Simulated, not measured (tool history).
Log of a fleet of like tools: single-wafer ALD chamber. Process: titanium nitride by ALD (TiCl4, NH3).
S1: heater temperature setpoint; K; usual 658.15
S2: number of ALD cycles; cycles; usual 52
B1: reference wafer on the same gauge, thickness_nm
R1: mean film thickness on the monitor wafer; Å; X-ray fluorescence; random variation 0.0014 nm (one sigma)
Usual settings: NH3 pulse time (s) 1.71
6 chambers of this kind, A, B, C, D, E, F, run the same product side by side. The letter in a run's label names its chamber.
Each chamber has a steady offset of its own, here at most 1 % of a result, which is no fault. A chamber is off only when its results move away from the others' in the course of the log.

Run 1E, hour 7.4: usual settings; B1 1.1898. Result: R1 11.182 Å.
Run 2A, hour 14.2: usual settings; B1 1.1896. Result: R1 11.166 Å.
Run 3B, hour 20.1: usual settings; B1 1.1895. Result: R1 11.275 Å.
Run 4C, hour 27.2: usual settings; B1 1.1897. Result: R1 11.258 Å.
Run 5D, hour 32.1: usual settings; B1 1.189. Result: R1 11.235 Å.
Run 6F, hour 42.3: usual settings; B1 1.1886. Result: R1 11.18 Å.
Run 7A, hour 47.9: usual settings; B1 1.1894. Result: R1 11.149 Å.
Run 8D, hour 54.2: usual settings; B1 1.1886. Result: R1 11.201 Å.
Run 9C, hour 62.7: usual settings; B1 1.1888. Result: R1 11.258 Å.
Run 10E, hour 70.7: usual settings; B1 1.1886. Result: R1 11.167 Å.
Run 11B, hour 80.5: usual settings but S1 664.15 K, S2 61 cycles; B1 1.1885. Result: R1 13.285 Å.
Run 12F, hour 86.7: usual settings but S1 664.15 K, S2 61 cycles; B1 1.1885. Result: R1 13.182 Å.
Run 13B, hour 91.2: usual settings but S1 664.15 K, S2 61 cycles; B1 1.1882. Result: R1 13.289 Å.
Run 14F, hour 96.8: usual settings but S1 664.15 K, S2 61 cycles; B1 1.188. Result: R1 13.184 Å.
Run 15D, hour 102.2: usual settings but S1 664.15 K, S2 61 cycles; B1 1.1878. Result: R1 13.222 Å.
Run 16E, hour 112: usual settings but S1 664.15 K, S2 61 cycles; B1 1.1877. Result: R1 13.185 Å.
Run 17A, hour 121.8: usual settings; B1 1.1878. Result: R1 11.163 Å.
Run 18C, hour 131: usual settings; B1 1.1874. Result: R1 11.224 Å.
Run 19C, hour 138: usual settings; B1 1.1874. Result: R1 11.25 Å.
Run 20E, hour 146.9: usual settings; B1 1.1871. Result: R1 11.126 Å.
Run 21A, hour 154.2: usual settings; B1 1.1869. Result: R1 11.136 Å.
Run 22F, hour 163.7: usual settings; B1 1.1868. Result: R1 11.131 Å.
Run 23B, hour 172.3: usual settings; B1 1.1868. Result: R1 11.266 Å.
Run 24D, hour 178.6: usual settings; B1 1.1869. Result: R1 11.213 Å.
Run 25F, hour 188.8: usual settings but S1 653.15 K, S2 44 cycles; B1 1.1859. Result: R1 9.3538 Å.
Run 26B, hour 193.4: usual settings but S1 653.15 K, S2 44 cycles; B1 1.186. Result: R1 9.4601 Å.
Run 27E, hour 198.1: usual settings but S1 653.15 K, S2 44 cycles; B1 1.1859. Result: R1 9.3769 Å.
Run 28D, hour 206.1: usual settings but S1 653.15 K, S2 44 cycles; B1 1.1859. Result: R1 9.4229 Å.
Run 29A, hour 213.3: usual settings but S1 653.15 K, S2 44 cycles; B1 1.186. Result: R1 9.3724 Å.
Run 30C, hour 218.2: usual settings but S1 653.15 K, S2 44 cycles; B1 1.1857. Result: R1 9.4258 Å.
Run 31A, hour 223.8: usual settings; B1 1.1859. Result: R1 11.14 Å.
Run 32B, hour 234: usual settings; B1 1.1854. Result: R1 11.254 Å.
Run 33F, hour 244: usual settings; B1 1.1852. Result: R1 11.135 Å.
Run 34C, hour 251.2: usual settings; B1 1.1851. Result: R1 11.197 Å.
Run 35D, hour 256.5: usual settings; B1 1.1851. Result: R1 11.173 Å.
Run 36E, hour 264.5: usual settings; B1 1.1845. Result: R1 11.137 Å.
Run 37C, hour 272.4: usual settings; B1 1.1847. Result: R1 11.201 Å.
Run 38F, hour 279.3: usual settings; B1 1.1845. Result: R1 11.152 Å.
Run 39D, hour 285.2: usual settings; B1 1.1844. Result: R1 11.167 Å.
Run 40E, hour 290.3: usual settings; B1 1.1843. Result: R1 11.135 Å.

All 6 chambers run these settings next. Forecast each chamber's results:
Run 41A, hour 297.7: usual settings but NH3 pulse time (s) 2.2. Result: R1 ?.
Run 41B, hour 297.7: usual settings but NH3 pulse time (s) 2.2. Result: R1 ?.
Run 41C, hour 297.7: usual settings but NH3 pulse time (s) 2.2. Result: R1 ?.
Run 41D, hour 297.7: usual settings but NH3 pulse time (s) 2.2. Result: R1 ?.
Run 41E, hour 297.7: usual settings but NH3 pulse time (s) 2.2. Result: R1 ?.
Run 41F, hour 297.7: usual settings but NH3 pulse time (s) 2.2. Result: R1 ?.

run      R1
41A  11.239
41B  11.381
41C  11.356
41D  11.332
41E  11.271
41F   11.27

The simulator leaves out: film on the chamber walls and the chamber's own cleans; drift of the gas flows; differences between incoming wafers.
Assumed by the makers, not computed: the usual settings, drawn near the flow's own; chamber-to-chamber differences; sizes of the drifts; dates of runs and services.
